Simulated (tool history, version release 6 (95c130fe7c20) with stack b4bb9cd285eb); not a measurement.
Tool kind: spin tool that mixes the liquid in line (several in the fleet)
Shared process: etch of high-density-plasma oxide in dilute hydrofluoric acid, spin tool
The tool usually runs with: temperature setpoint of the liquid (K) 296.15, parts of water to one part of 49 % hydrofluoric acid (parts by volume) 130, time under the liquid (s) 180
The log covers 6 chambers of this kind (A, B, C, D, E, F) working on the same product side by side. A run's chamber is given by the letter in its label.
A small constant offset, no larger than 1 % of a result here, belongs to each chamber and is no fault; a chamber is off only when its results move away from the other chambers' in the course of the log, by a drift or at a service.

run,hour,temperature setpoint of the liquid (K),parts of water to one part of 49 % hydrofluoric acid (parts by volume),time under the liquid (s),hours since the thermometer was replaced,hours since the hydrofluoric acid flow meter was replaced,"read-back film thickness of the high-density-plasma oxide reference wafer, read on the same gauge (nm)",thickness taken off the high-density-plasma oxide on a monitor wafer (nm)
1F,8,296.15,130,180,1258.1,1183.4,110,14.434
2A,19.7,296.15,130,180,1328.9,1081.2,110.02,14.485
3B,29.4,296.15,130,180,1961,792.1,110.02,14.353
4D,41.3,296.15,130,180,736.2,218.6,110.03,14.279
5E,51.4,296.15,130,180,1989.5,2210.9,110,14.327
6C,63.8,296.15,130,180,630.6,391.6,109.93,14.524
7A,73.1,296.15,95,180,1382.3,1134.6,109.95,20.685
8F,81.9,296.15,95,180,1332,1257.3,110.05,21.013
9C,90.1,296.15,95,180,656.9,417.9,110.02,20.276
10D,98.5,296.15,95,180,793.4,275.8,109.99,20.516
# hour 103.1: chamber F: hydrofluoric acid flow meter replaced
11E,113.2,296.15,95,180,2051.3,2272.7,110.03,20.394
12B,122.4,296.15,95,180,2054,885.1,110.03,20.423
13D,132.7,294.65,130,265,827.6,310,109.98,19.878
14E,140,294.65,130,265,2078.1,2299.5,109.98,19.804
15A,149.9,294.65,130,265,1459.1,1211.4,109.97,20.031
# hour 163.4: chamber E: hydrofluoric acid flow meter replaced
16F,165.6,294.65,130,265,1415.7,62.5,109.96,20.179
17B,175.7,294.65,130,265,2107.3,938.4,109.99,20.265
18C,189.3,294.65,130,265,756.1,517.1,109.96,19.961
# hour 202.1: chamber A: thermometer replaced
19C,203.7,296.15,130,180,770.5,531.5,109.98,14.302
20A,211.4,296.15,130,180,9.3,1272.9,110,14.326
# hour 222.4: chamber B: thermometer replaced
21B,223.1,293.15,185,180,0.8,985.8,109.98,8.7922
22F,238.2,293.15,185,180,1488.3,135.1,109.97,8.5441
23E,248.3,293.15,185,180,2186.4,85,110.02,8.3986
24D,255.2,293.15,185,180,950.1,432.5,110.02,8.3444
25C,270.5,293.15,185,180,837.3,598.3,110.01,8.4845
26B,282.2,293.15,185,180,59.9,1044.9,110.01,8.9084
27F,293.5,296.15,130,180,1543.6,190.4,110.03,14.416
28A,306.4,296.15,130,180,104.3,1367.9,110,14.6
29D,316.8,296.15,130,180,1011.7,494.1,110,14.225
# hour 319.6: chamber C: hydrofluoric acid flow meter replaced
30E,332.5,296.15,130,180,2270.6,169.2,109.98,14.261
31C,345.5,296.15,130,180,912.3,25.9,110.03,14.264
32A,356.6,294.15,130,180,154.5,1418.1,109.96,13.413
33F,367.6,294.15,130,180,1617.7,264.5,110,13.232
34D,378.1,294.15,130,180,1073,555.4,109.98,13.332
35E,393.6,294.15,130,180,2331.7,230.3,109.99,13.29
36B,406.6,294.15,130,180,184.3,1169.3,110.02,14.414
37D,413.5,294.15,130,180,1108.4,590.8,110.01,13.035
38A,420.3,299.15,130,180,218.2,1481.8,110,16.254

Is one chamber off against the others, does the gauge drift, or is nothing wrong? If a chamber is off, say which, and what the likeliest cause is.

One chamber, B, drifts off from the rest bit by bit.
What lies behind it: hydrofluoric acid flow above the setpoint (%) = 7.31.

Which of the 4 candidates below, each the usual settings with something changed and its results left as question marks, puts chamber B back in line with what the other chambers give on the usual settings?
A result is in line if it is within this distance of the other chambers' mean on the usual settings: thickness taken off the high-density-plasma oxide on a monitor wafer (nm) 0.28
39B-1,431.7,296.15,130,175,,,,?
39B-2,431.7,296.15,130,165,,,,?
39B-3,431.7,298.15,130,180,,,,?
39B-4,431.7,296.15,130,185,,,,?

Average result of the remaining chambers running the usual settings: thickness taken off the high-density-plasma oxide on a monitor wafer (nm) 14.387
run,thickness taken off the high-density-plasma oxide on a monitor wafer (nm)
39B-1,15.188
39B-2,14.32
39B-3,16.884
39B-4,16.056
The right change is 39B-2: it brings the chamber back within the allowed miss of the others.

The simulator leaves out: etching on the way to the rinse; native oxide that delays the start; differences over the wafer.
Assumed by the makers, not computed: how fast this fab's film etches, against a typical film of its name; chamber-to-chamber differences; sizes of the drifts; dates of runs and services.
